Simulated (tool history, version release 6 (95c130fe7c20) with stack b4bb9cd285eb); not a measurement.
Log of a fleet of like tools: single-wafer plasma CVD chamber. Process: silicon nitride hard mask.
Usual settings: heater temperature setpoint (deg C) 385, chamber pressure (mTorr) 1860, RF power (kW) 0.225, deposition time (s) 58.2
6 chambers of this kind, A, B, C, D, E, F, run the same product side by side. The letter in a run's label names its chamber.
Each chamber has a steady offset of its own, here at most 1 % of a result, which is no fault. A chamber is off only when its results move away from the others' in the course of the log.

run,day,heater temperature setpoint (deg C),chamber pressure (mTorr),RF power (kW),deposition time (s),"read-back reference wafer on the same gauge, thickness_nm",mean film thickness on the monitor wafer (Å)
1B,0.183,385,1860,0.225,58.2,68.38,576.2
2E,0.312,385,1860,0.225,58.2,68.388,579.3
3A,0.446,385,1860,0.225,58.2,68.474,578.34
# day 0.462: chamber D: capacitance manometer re-zeroed and calibrated
4D,0.579,385,1860,0.225,58.2,68.38,574.76
5C,0.717,385,1860,0.225,58.2,68.369,580.56
6F,0.838,385,1860,0.225,58.2,68.401,572.36
7D,0.942,385,1860,0.225,58.2,68.427,577.62
8E,1.117,385,1860,0.225,58.2,68.444,576.14
9F,1.262,385,1860,0.225,58.2,68.486,570.53
10A,1.354,377,1860,0.24,58.2,68.325,614.93
11C,1.508,377,1860,0.24,58.2,68.425,616.81
12B,1.629,377,1860,0.24,58.2,68.356,599.57
13F,1.783,377,1860,0.24,58.2,68.361,603.45
14C,1.95,377,1860,0.24,58.2,68.467,607.3
# day 1.954: chamber C: RF generator calibrated
15B,2.046,377,1860,0.24,58.2,68.47,604.22
16E,2.225,385,1860,0.225,58.2,68.347,579.38
17D,2.412,385,1860,0.225,58.2,68.404,574.57
18A,2.575,385,1860,0.225,58.2,68.465,577.85
19D,2.767,385,1860,0.225,58.2,68.404,577.22
20B,2.925,385,1860,0.225,58.2,68.465,577.62
21F,3.054,385,1860,0.225,69.5,68.376,682.93
22A,3.146,385,1860,0.225,69.5,68.394,690.18
23E,3.288,385,1860,0.225,69.5,68.381,689.7
24C,3.458,385,1860,0.225,69.5,68.446,696.22
25D,3.579,385,1860,0.225,69.5,68.384,687.83
26E,3.762,385,1860,0.225,69.5,68.424,692.23
27C,3.875,385,1860,0.225,58.2,68.359,580.63
28B,3.996,385,1860,0.225,58.2,68.368,574.2
29F,4.171,385,1860,0.225,58.2,68.275,575.83
30A,4.325,385,1860,0.225,58.2,68.369,580.82
31E,4.492,385,1860,0.225,58.2,68.288,574.33
32C,4.575,385,1860,0.225,58.2,68.392,579.38
33B,4.758,385,1860,0.225,58.2,68.39,574.03
34D,4.938,385,1860,0.225,58.2,68.355,577.1
35F,5.05,385,1860,0.225,58.2,68.374,575.2
36A,5.229,385,1860,0.225,58.2,68.425,574.07

What goes on in this fleet: one chamber off, a drifting gauge, or nothing beyond the chambers' own small offsets? Name the chamber and the cause, if any.

No chamber stands off beyond its own small offset, and the gauge holds steady.
